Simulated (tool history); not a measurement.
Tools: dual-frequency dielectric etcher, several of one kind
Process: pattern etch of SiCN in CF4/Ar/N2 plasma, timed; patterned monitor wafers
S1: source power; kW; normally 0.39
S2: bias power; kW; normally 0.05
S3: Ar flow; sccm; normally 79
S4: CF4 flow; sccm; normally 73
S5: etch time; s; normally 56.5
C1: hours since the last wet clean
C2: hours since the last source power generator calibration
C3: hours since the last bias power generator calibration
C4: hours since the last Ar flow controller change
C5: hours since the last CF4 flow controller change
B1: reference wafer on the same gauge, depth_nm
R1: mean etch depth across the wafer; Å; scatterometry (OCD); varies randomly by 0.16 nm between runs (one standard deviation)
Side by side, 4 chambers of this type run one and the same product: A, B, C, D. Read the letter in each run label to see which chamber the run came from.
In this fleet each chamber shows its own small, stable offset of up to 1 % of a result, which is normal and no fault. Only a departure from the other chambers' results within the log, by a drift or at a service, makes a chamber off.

{"run": "1A", "day": 0.296, "S1": 0.39, "S2": 0.05, "S3": 79, "S4": 73, "S5": 56.5, "C1": 511.8, "C2": 875.2, "C3": 1849.8, "C4": 828.1, "C5": 1239.6, "B1": 38.742, "R1": 401.36}
{"run": "2B", "day": 0.575, "S1": 0.39, "S2": 0.05, "S3": 79, "S4": 73, "S5": 56.5, "C1": 277.3, "C2": 2854.4, "C3": 1774.3, "C4": 3962.2, "C5": 2299.4, "B1": 38.812, "R1": 395.22}
{"run": "3C", "day": 0.775, "S1": 0.39, "S2": 0.05, "S3": 79, "S4": 73, "S5": 56.5, "C1": 218.7, "C2": 2394, "C3": 871, "C4": 39.1, "C5": 3777.7, "B1": 38.803, "R1": 397.62}
{"day": 1.021, "done": "chamber A: wet clean of the chamber"}
{"run": "4D", "day": 1.1, "S1": 0.39, "S2": 0.05, "S3": 79, "S4": 73, "S5": 56.5, "C1": 414.1, "C2": 1462, "C3": 1511.2, "C4": 203.1, "C5": 3734.9, "B1": 38.769, "R1": 398.32}
{"run": "5D", "day": 1.392, "S1": 0.39, "S2": 0.05, "S3": 66, "S4": 73, "S5": 56.5, "C1": 421.1, "C2": 1469, "C3": 1518.2, "C4": 210.1, "C5": 3741.9, "B1": 38.798, "R1": 407.56}
{"run": "6B", "day": 1.546, "S1": 0.39, "S2": 0.05, "S3": 66, "S4": 73, "S5": 56.5, "C1": 300.6, "C2": 2877.7, "C3": 1797.6, "C4": 3985.5, "C5": 2322.7, "B1": 38.79, "R1": 408.29}
{"run": "7A", "day": 1.792, "S1": 0.39, "S2": 0.05, "S3": 66, "S4": 73, "S5": 56.5, "C1": 18.6, "C2": 911.1, "C3": 1885.7, "C4": 864, "C5": 1275.5, "B1": 38.826, "R1": 408.48}
{"run": "8C", "day": 1.95, "S1": 0.39, "S2": 0.05, "S3": 66, "S4": 73, "S5": 56.5, "C1": 246.9, "C2": 2422.2, "C3": 899.2, "C4": 67.3, "C5": 3805.9, "B1": 38.817, "R1": 404.97}
{"day": 2.058, "done": "chamber B: wet clean of the chamber"}
{"run": "9B", "day": 2.125, "S1": 0.39, "S2": 0.05, "S3": 79, "S4": 73, "S5": 56.5, "C1": 1.6, "C2": 2891.6, "C3": 1811.5, "C4": 3999.4, "C5": 2336.6, "B1": 38.785, "R1": 395.56}
{"run": "10C", "day": 2.308, "S1": 0.39, "S2": 0.05, "S3": 79, "S4": 73, "S5": 56.5, "C1": 255.5, "C2": 2430.8, "C3": 907.8, "C4": 75.9, "C5": 3814.5, "B1": 38.801, "R1": 393.85}
{"run": "11A", "day": 2.546, "S1": 0.39, "S2": 0.05, "S3": 79, "S4": 73, "S5": 56.5, "C1": 36.7, "C2": 929.2, "C3": 1903.8, "C4": 882.1, "C5": 1293.6, "B1": 38.781, "R1": 399.27}
{"run": "12D", "day": 2.792, "S1": 0.39, "S2": 0.05, "S3": 79, "S4": 73, "S5": 56.5, "C1": 454.7, "C2": 1502.6, "C3": 1551.8, "C4": 243.7, "C5": 3775.5, "B1": 38.797, "R1": 395.44}
{"run": "13A", "day": 3.108, "S1": 0.45, "S2": 0.042, "S3": 79, "S4": 73, "S5": 56.5, "C1": 50.2, "C2": 942.7, "C3": 1917.3, "C4": 895.6, "C5": 1307.1, "B1": 38.782, "R1": 430.66}
{"run": "14C", "day": 3.421, "S1": 0.45, "S2": 0.042, "S3": 79, "S4": 73, "S5": 56.5, "C1": 282.2, "C2": 2457.5, "C3": 934.5, "C4": 102.6, "C5": 3841.2, "B1": 38.81, "R1": 425.51}
{"run": "15D", "day": 3.717, "S1": 0.45, "S2": 0.042, "S3": 79, "S4": 73, "S5": 56.5, "C1": 476.9, "C2": 1524.8, "C3": 1574, "C4": 265.9, "C5": 3797.7, "B1": 38.778, "R1": 427.06}
{"run": "16B", "day": 3.883, "S1": 0.45, "S2": 0.042, "S3": 79, "S4": 73, "S5": 56.5, "C1": 43.8, "C2": 2933.8, "C3": 1853.7, "C4": 4041.6, "C5": 2378.8, "B1": 38.792, "R1": 430.85}
{"run": "17C", "day": 4.175, "S1": 0.39, "S2": 0.05, "S3": 79, "S4": 73, "S5": 56.5, "C1": 300.3, "C2": 2475.6, "C3": 952.6, "C4": 120.7, "C5": 3859.3, "B1": 38.815, "R1": 392.95}
{"run": "18D", "day": 4.433, "S1": 0.39, "S2": 0.05, "S3": 79, "S4": 73, "S5": 56.5, "C1": 494.1, "C2": 1542, "C3": 1591.2, "C4": 283.1, "C5": 3814.9, "B1": 38.765, "R1": 395.5}
{"run": "19B", "day": 4.767, "S1": 0.39, "S2": 0.05, "S3": 79, "S4": 73, "S5": 56.5, "C1": 65, "C2": 2955, "C3": 1874.9, "C4": 4062.8, "C5": 2400, "B1": 38.788, "R1": 397.61}
{"run": "20A", "day": 5.062, "S1": 0.39, "S2": 0.05, "S3": 79, "S4": 73, "S5": 56.5, "C1": 97.1, "C2": 989.6, "C3": 1964.2, "C4": 942.5, "C5": 1354, "B1": 38.8, "R1": 399.89}
{"day": 5.212, "done": "chamber C: wet clean of the chamber"}
{"run": "21D", "day": 5.267, "S1": 0.39, "S2": 0.05, "S3": 79, "S4": 73, "S5": 56.5, "C1": 514.1, "C2": 1562, "C3": 1611.2, "C4": 303.1, "C5": 3834.9, "B1": 38.855, "R1": 395.24}
{"run": "22C", "day": 5.442, "S1": 0.39, "S2": 0.05, "S3": 79, "S4": 73, "S5": 56.5, "C1": 5.5, "C2": 2506, "C3": 983, "C4": 151.1, "C5": 3889.7, "B1": 38.797, "R1": 396.58}
{"run": "23A", "day": 5.633, "S1": 0.39, "S2": 0.05, "S3": 70, "S4": 73, "S5": 70, "C1": 110.8, "C2": 1003.3, "C3": 1977.9, "C4": 956.2, "C5": 1367.7, "B1": 38.84, "R1": 501.05}
{"run": "24B", "day": 5.812, "S1": 0.39, "S2": 0.05, "S3": 70, "S4": 73, "S5": 70, "C1": 90.1, "C2": 2980.1, "C3": 1900, "C4": 4087.9, "C5": 2425.1, "B1": 38.834, "R1": 500.75}
{"run": "25B", "day": 6.067, "S1": 0.39, "S2": 0.05, "S3": 70, "S4": 73, "S5": 70, "C1": 96.2, "C2": 2986.2, "C3": 1906.1, "C4": 4094, "C5": 2431.2, "B1": 38.799, "R1": 500.17}
{"day": 6.092, "done": "chamber B: Ar flow controller replaced"}
{"run": "26C", "day": 6.233, "S1": 0.39, "S2": 0.05, "S3": 70, "S4": 73, "S5": 70, "C1": 24.5, "C2": 2525, "C3": 1002, "C4": 170.1, "C5": 3908.7, "B1": 38.82, "R1": 501.08}
{"run": "27A", "day": 6.529, "S1": 0.39, "S2": 0.05, "S3": 79, "S4": 73, "S5": 56.5, "C1": 132.3, "C2": 1024.8, "C3": 1999.4, "C4": 977.7, "C5": 1389.2, "B1": 38.76, "R1": 401.01}
{"run": "28D", "day": 6.821, "S1": 0.39, "S2": 0.05, "S3": 91, "S4": 73, "S5": 56.5, "C1": 551.4, "C2": 1599.3, "C3": 1648.5, "C4": 340.4, "C5": 3872.2, "B1": 38.843, "R1": 388.87}
{"run": "29C", "day": 7.025, "S1": 0.39, "S2": 0.05, "S3": 91, "S4": 73, "S5": 56.5, "C1": 43.5, "C2": 2544, "C3": 1021, "C4": 189.1, "C5": 3927.7, "B1": 38.822, "R1": 386.45}
{"run": "30A", "day": 7.258, "S1": 0.39, "S2": 0.05, "S3": 91, "S4": 73, "S5": 56.5, "C1": 149.8, "C2": 1042.3, "C3": 2016.9, "C4": 995.2, "C5": 1406.7, "B1": 38.791, "R1": 394.16}
{"run": "31B", "day": 7.471, "S1": 0.39, "S2": 0.05, "S3": 91, "S4": 73, "S5": 56.5, "C1": 129.9, "C2": 3019.9, "C3": 1939.8, "C4": 33.2, "C5": 2464.9, "B1": 38.828, "R1": 387.43}
{"run": "32D", "day": 7.721, "S1": 0.39, "S2": 0.05, "S3": 79, "S4": 73, "S5": 56.5, "C1": 573, "C2": 1620.9, "C3": 1670.1, "C4": 362, "C5": 3893.8, "B1": 38.763, "R1": 396.23}
{"run": "33C", "day": 8.058, "S1": 0.39, "S2": 0.05, "S3": 79, "S4": 57, "S5": 56.5, "C1": 68.3, "C2": 2568.8, "C3": 1045.8, "C4": 213.9, "C5": 3952.5, "B1": 38.761, "R1": 383.46}
{"run": "34D", "day": 8.279, "S1": 0.39, "S2": 0.05, "S3": 79, "S4": 57, "S5": 56.5, "C1": 586.4, "C2": 1634.3, "C3": 1683.5, "C4": 375.4, "C5": 3907.2, "B1": 38.817, "R1": 381.03}
{"run": "35A", "day": 8.562, "S1": 0.39, "S2": 0.05, "S3": 79, "S4": 57, "S5": 56.5, "C1": 181.1, "C2": 1073.6, "C3": 2048.2, "C4": 1026.5, "C5": 1438, "B1": 38.822, "R1": 384.71}
{"day": 8.667, "done": "chamber D: wet clean of the chamber"}
{"run": "36B", "day": 8.829, "S1": 0.39, "S2": 0.05, "S3": 79, "S4": 57, "S5": 56.5, "C1": 162.5, "C2": 3052.5, "C3": 1972.4, "C4": 65.8, "C5": 2497.5, "B1": 38.795, "R1": 382.43}
{"run": "37A", "day": 8.992, "S1": 0.39, "S2": 0.05, "S3": 79, "S4": 73, "S5": 56.5, "C1": 191.4, "C2": 1083.9, "C3": 2058.5, "C4": 1036.8, "C5": 1448.3, "B1": 38.778, "R1": 399.26}
{"run": "38D", "day": 9.242, "S1": 0.39, "S2": 0.05, "S3": 79, "S4": 73, "S5": 56.5, "C1": 13.9, "C2": 1657.4, "C3": 1706.6, "C4": 398.5, "C5": 3930.3, "B1": 38.775, "R1": 395.45}

Predict what each chamber gives when all 4 of them run the settings below next.
{"run": "39A", "day": 9.492, "S1": 0.33, "S2": 0.05, "S3": 79, "S4": 73, "S5": 56.5, "R1": "?"}
{"run": "39B", "day": 9.492, "S1": 0.33, "S2": 0.05, "S3": 79, "S4": 73, "S5": 56.5, "R1": "?"}
{"run": "39C", "day": 9.492, "S1": 0.33, "S2": 0.05, "S3": 79, "S4": 73, "S5": 56.5, "R1": "?"}
{"run": "39D", "day": 9.492, "S1": 0.33, "S2": 0.05, "S3": 79, "S4": 73, "S5": 56.5, "R1": "?"}

run=39A R1=345.3
run=39B R1=340.56
run=39C R1=339.8
run=39D R1=345.52
